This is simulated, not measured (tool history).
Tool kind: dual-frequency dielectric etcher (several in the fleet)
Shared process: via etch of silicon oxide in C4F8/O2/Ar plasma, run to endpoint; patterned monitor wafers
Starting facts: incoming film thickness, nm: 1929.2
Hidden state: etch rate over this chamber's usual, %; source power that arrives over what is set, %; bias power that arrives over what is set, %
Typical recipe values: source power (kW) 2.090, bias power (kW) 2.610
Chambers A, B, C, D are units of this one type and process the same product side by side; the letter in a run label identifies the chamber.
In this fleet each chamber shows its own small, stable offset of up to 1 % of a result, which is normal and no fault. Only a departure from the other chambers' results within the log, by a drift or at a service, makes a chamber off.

| run | day | source power (kW) | bias power (kW) | hours since the last wet clean | hours since the last source power generator calibration | hours since the last bias power generator calibration | endpoint time (s) |
|---|---|---|---|---|---|---|---|
| 1D | 0.438 | 2.090 | 2.610 | 33.6 | 2763.5 | 1305.5 | 346.75 |
| 2C | 1.042 | 2.090 | 2.610 | 111.5 | 1631.2 | 955.4 | 341.19 |
| 3A | 1.596 | 2.090 | 2.610 | 420.8 | 188.3 | 2607.5 | 343.82 |
| 4B | 1.942 | 2.090 | 2.610 | 455.8 | 731.9 | 3417.5 | 349.19 |
| 5A | 2.508 | 2.090 | 2.610 | 442.7 | 210.2 | 2629.4 | 348.01 |
|  | 2.700 | chamber A: wet clean of the chamber |
| 6C | 2.842 | 2.090 | 2.610 | 154.7 | 1674.4 | 998.6 | 342.14 |
| 7B | 3.508 | 2.090 | 2.610 | 493.4 | 769.5 | 3455.1 | 347.72 |
| 8D | 3.971 | 2.090 | 2.610 | 118.4 | 2848.3 | 1390.3 | 343.00 |
| 9D | 4.283 | 2.090 | 2.610 | 125.9 | 2855.8 | 1397.8 | 346.64 |
| 10A | 4.600 | 2.090 | 2.610 | 45.7 | 260.4 | 2679.6 | 348.68 |
| 11B | 4.925 | 2.090 | 2.378 | 527.4 | 803.5 | 3489.1 | 359.63 |
| 12C | 5.546 | 2.090 | 2.378 | 219.6 | 1739.3 | 1063.5 | 352.78 |
| 13D | 6.046 | 2.090 | 2.378 | 168.2 | 2898.1 | 1440.1 | 355.35 |
| 14B | 6.467 | 2.090 | 2.378 | 564.4 | 840.5 | 3526.1 | 355.61 |
| 15C | 6.800 | 2.090 | 2.610 | 249.7 | 1769.4 | 1093.6 | 342.46 |
| 16A | 7.121 | 2.280 | 3.188 | 106.2 | 320.9 | 2740.1 | 314.88 |
| 17C | 7.775 | 2.280 | 3.188 | 273.1 | 1792.8 | 1117.0 | 310.66 |
| 18D | 8.321 | 2.280 | 3.188 | 222.8 | 2952.7 | 1494.7 | 314.03 |
| 19A | 8.854 | 2.280 | 3.188 | 147.8 | 362.5 | 2781.7 | 314.15 |
| 20B | 9.183 | 2.090 | 2.610 | 629.6 | 905.7 | 3591.3 | 337.98 |
| 21C | 9.842 | 2.090 | 2.610 | 322.7 | 1842.4 | 1166.6 | 341.20 |
| 22B | 10.162 | 2.090 | 2.610 | 653.1 | 929.2 | 3614.8 | 339.08 |
| 23D | 10.792 | 2.090 | 2.610 | 282.1 | 3012.0 | 1554.0 | 346.67 |
| 24A | 11.242 | 2.090 | 2.610 | 205.1 | 419.8 | 2839.0 | 346.35 |
|  | 11.417 | chamber A: bias power generator calibrated |
| 25B | 11.758 | 2.090 | 2.610 | 691.4 | 967.5 | 3653.1 | 336.92 |
| 26C | 12.096 | 2.090 | 2.610 | 376.8 | 1896.5 | 1220.7 | 343.43 |
| 27D | 12.592 | 2.090 | 2.610 | 325.3 | 3055.2 | 1597.2 | 343.61 |
| 28A | 13.112 | 2.090 | 2.610 | 250.0 | 464.7 | 40.7 | 343.75 |
| 29D | 13.425 | 2.090 | 2.610 | 345.3 | 3075.2 | 1617.2 | 346.70 |
| 30A | 14.096 | 2.090 | 2.610 | 273.6 | 488.3 | 64.3 | 348.19 |

Is one chamber out of step, is the gauge drifting, or do the chambers differ by no more than their own small offsets? For an off chamber, give its letter and the likeliest cause.

It is chamber B that slowly wanders off from its peers.
Likeliest cause: etch rate over this chamber's usual, % = 4.77.

Below are 4 candidate recipes for chamber B's next run, each the usual settings with a change, their results shown as question marks. Which of them brings B's results back in line with what the other chambers give on the usual settings?
Counts as in line when no further than this from what the other chambers average on the usual settings: endpoint time (s) 5.20
| 31B-1 | 14.583 | 2.070 | 2.590 |  |  |  | ? |
| 31B-2 | 14.583 | 2.110 | 2.630 |  |  |  | ? |
| 31B-3 | 14.583 | 2.090 | 2.319 |  |  |  | ? |
| 31B-4 | 14.583 | 2.200 | 2.717 |  |  |  | ? |

What the other chambers average on the usual settings: endpoint time (s) 344.29
| run | endpoint time (s) |
|---|---|
| 31B-1 | 334.21 |
| 31B-2 | 330.18 |
| 31B-3 | 344.03 |
| 31B-4 | 321.62 |
It is 31B-3 that realigns the chamber with its peers.
